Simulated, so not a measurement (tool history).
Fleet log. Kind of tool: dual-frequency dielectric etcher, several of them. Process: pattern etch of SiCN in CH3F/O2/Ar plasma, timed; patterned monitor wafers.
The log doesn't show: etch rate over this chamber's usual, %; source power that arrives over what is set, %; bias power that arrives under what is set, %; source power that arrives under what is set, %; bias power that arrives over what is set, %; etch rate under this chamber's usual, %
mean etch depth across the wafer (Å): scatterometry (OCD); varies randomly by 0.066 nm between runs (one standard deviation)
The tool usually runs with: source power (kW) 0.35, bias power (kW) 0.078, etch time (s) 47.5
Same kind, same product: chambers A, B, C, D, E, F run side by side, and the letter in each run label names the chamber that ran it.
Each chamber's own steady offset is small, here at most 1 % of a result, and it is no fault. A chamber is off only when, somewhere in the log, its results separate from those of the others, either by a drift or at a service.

run	hour	source power (kW)	bias power (kW)	etch time (s)	hours since the last wet clean	hours since the last source power generator calibration	hours since the last bias power generator calibration	read-back reference wafer on the same gauge, depth_nm	mean etch depth across the wafer (Å)
1F	13.9	0.35	0.078	47.5	22.4	2902.9	1742.1	18.61	174.34
2A	21.6	0.35	0.078	47.5	221.7	1400	1599.5	18.602	175.87
3D	35.9	0.35	0.078	47.5	362.6	1763.8	656.5	18.588	173.8
4C	47.6	0.35	0.078	47.5	147.5	2621.3	333.4	18.606	174.94
5B	57.3	0.35	0.072	34	248.1	2651.3	4748.6	18.595	121.81
6E	64.9	0.35	0.072	34	357.3	1331.9	1078.4	18.621	122.07
7F	79.2	0.35	0.072	34	87.7	2968.2	1807.4	18.605	121.66
8D	90.8	0.35	0.072	34	417.5	1818.7	711.4	18.599	119.83
9C	106.8	0.35	0.072	34	206.7	2680.5	392.6	18.598	120.39
10B	119.4	0.35	0.072	34	310.2	2713.4	4810.7	18.601	121.07
11A	130.2	0.35	0.078	47.5	330.3	1508.6	1708.1	18.586	175.37
12E	145.5	0.35	0.078	47.5	437.9	1412.5	1159	18.596	173.19
13F	159.7	0.35	0.078	47.5	168.2	3048.7	1887.9	18.597	174.31
14A	169.6	0.35	0.078	47.5	369.7	1548	1747.5	18.603	174.48
15B	185.6	0.35	0.086	41.5	376.4	2779.6	4876.9	18.586	159.08
16E	194.5	0.35	0.086	41.5	486.9	1461.5	1208	18.609	158.25
# hour 196.3: chamber E: wet clean of the chamber
17D	201.7	0.35	0.086	41.5	528.4	1929.6	822.3	18.623	156.55
18C	213.3	0.35	0.086	41.5	313.2	2787	499.1	18.603	157.71
19C	222.1	0.35	0.086	41.5	322	2795.8	507.9	18.598	157.65
20D	229.7	0.35	0.086	41.5	556.4	1957.6	850.3	18.609	156.98
# hour 233: chamber B: bias power generator calibrated
21E	239	0.35	0.078	47.5	42.8	1506	1252.5	18.597	175.24
22F	247.4	0.35	0.078	47.5	255.9	3136.4	1975.6	18.615	173.04
# hour 249.2: chamber D: wet clean of the chamber
23B	258.6	0.35	0.078	47.5	449.4	2852.6	25.7	18.605	175.31
24A	267.8	0.35	0.078	47.5	467.9	1646.2	1845.7	18.615	175.77
25A	275.5	0.35	0.078	47.5	475.6	1653.9	1853.4	18.595	174.8
26B	290.5	0.35	0.06	47.5	481.3	2884.5	57.6	18.612	158.12
27F	302.7	0.35	0.06	47.5	311.2	3191.7	2030.9	18.589	160.07
28D	314.5	0.35	0.06	47.5	65.4	2042.4	935.1	18.584	158.51
29E	327.5	0.35	0.06	47.5	131.3	1594.5	1341	18.602	159.46
# hour 337.3: chamber F: wet clean of the chamber
30C	340	0.35	0.06	47.5	439.9	2913.7	625.8	18.588	158.55
# hour 342.8: chamber C: wet clean of the chamber
31D	354.2	0.35	0.06	47.5	105.1	2082.1	974.8	18.59	158.22
32E	365.3	0.35	0.078	47.5	169.1	1632.3	1378.8	18.616	174.87
# hour 367.5: chamber B: wet clean of the chamber
33C	377.6	0.35	0.078	47.5	34.9	2951.3	663.4	18.595	174.75
34F	390.6	0.35	0.078	47.5	53.3	3279.6	2118.8	18.616	173.08
35B	403.4	0.35	0.078	47.5	35.9	2997.4	170.5	18.596	173.72
36A	411.3	0.35	0.078	47.5	611.4	1789.7	1989.2	18.6	174.7
37E	424.3	0.31	0.078	41.5	228.1	1691.3	1437.8	18.593	146.82
38A	436.8	0.31	0.078	41.5	636.9	1815.2	2014.7	18.6	146.05
39F	450.7	0.31	0.078	41.5	113.4	3339.7	2178.9	18.603	145.7

Is one chamber off against the others, does the gauge drift, or is nothing wrong? If a chamber is off, say which, and what the likeliest cause is.

No chamber stands off beyond its own small offset, and the gauge holds steady.
